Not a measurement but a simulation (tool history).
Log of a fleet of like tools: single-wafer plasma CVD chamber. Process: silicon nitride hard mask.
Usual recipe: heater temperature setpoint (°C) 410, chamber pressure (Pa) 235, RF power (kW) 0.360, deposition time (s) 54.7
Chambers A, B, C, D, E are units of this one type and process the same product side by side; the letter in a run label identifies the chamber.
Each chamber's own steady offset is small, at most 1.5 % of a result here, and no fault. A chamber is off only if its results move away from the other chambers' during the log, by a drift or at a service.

run,day,heater temperature setpoint (°C),chamber pressure (Pa),RF power (kW),deposition time (s),"read-back reference wafer on the same gauge, thickness_nm",mean film thickness on the monitor wafer (angstrom)
# day 0.046: chamber D: thermocouple changed; heater temperature recalibrated
1E,0.162,410,235,0.360,54.7,77.605,722.95
2C,0.392,410,235,0.360,54.7,77.594,719.37
3D,0.725,410,235,0.360,54.7,77.637,732.82
4B,0.904,410,235,0.360,54.7,77.670,713.73
5A,1.083,410,235,0.360,54.7,77.621,722.58
6A,1.388,410,235,0.360,54.7,77.635,727.04
7B,1.725,410,235,0.360,54.7,77.604,719.97
8C,1.925,410,235,0.360,54.7,77.527,719.60
9D,2.254,410,235,0.360,54.7,77.553,726.55
# day 2.262: chamber E: capacitance manometer re-zeroed and calibrated
10E,2.471,410,235,0.360,54.7,77.633,723.09
11D,2.688,410,235,0.360,54.7,77.606,726.24
12A,2.846,410,235,0.360,54.7,77.614,720.84
13C,3.175,410,235,0.360,54.7,77.609,724.11
14E,3.400,410,235,0.360,54.7,77.630,721.06
15B,3.746,410,235,0.360,54.7,77.677,717.49
16A,3.900,410,235,0.360,54.7,77.512,728.01
17E,4.196,410,235,0.360,54.7,77.592,716.38
18B,4.408,410,235,0.360,54.7,77.576,711.08
19C,4.750,410,235,0.360,54.7,77.568,721.96
20D,5.062,410,235,0.360,54.7,77.604,729.11
21A,5.383,410,235,0.360,54.7,77.563,722.81
22C,5.704,410,235,0.360,54.7,77.705,721.79
# day 5.925: chamber C: thermocouple changed; heater temperature recalibrated
23D,5.933,410,235,0.360,45.5,77.594,608.98
24B,6.204,410,235,0.360,45.5,77.712,596.66
25E,6.558,410,235,0.360,45.5,77.634,599.98
26E,6.833,410,235,0.360,45.5,77.618,601.77
27B,7.017,410,235,0.360,45.5,77.661,595.97
28D,7.196,410,235,0.360,54.7,77.682,732.08
29C,7.517,410,235,0.360,54.7,77.555,721.90
30A,7.833,410,235,0.360,54.7,77.614,721.97
31E,8.175,410,235,0.360,62.3,77.556,826.07
32D,8.450,410,235,0.360,62.3,77.568,835.95
33C,8.679,410,235,0.360,62.3,77.646,822.88
34A,8.838,410,235,0.360,62.3,77.480,819.31
35B,9.004,410,235,0.360,62.3,77.639,811.66
36C,9.158,410,235,0.360,54.7,77.701,727.91
37A,9.429,410,235,0.305,54.7,77.662,649.30
38D,9.604,410,235,0.305,54.7,77.583,660.97
39E,9.817,410,235,0.305,54.7,77.541,649.15
40B,9.971,410,235,0.305,54.7,77.559,643.55

Next, all 5 chambers run the settings below, one line each with question marks for the results. What does each chamber give?
41A,10.229,410,235,0.360,58.4,,?
41B,10.229,410,235,0.360,58.4,,?
41C,10.229,410,235,0.360,58.4,,?
41D,10.229,410,235,0.360,58.4,,?
41E,10.229,410,235,0.360,58.4,,?

run,mean film thickness on the monitor wafer (angstrom)
41A,766.83
41B,769.91
41C,766.88
41D,785.37
41E,770.68
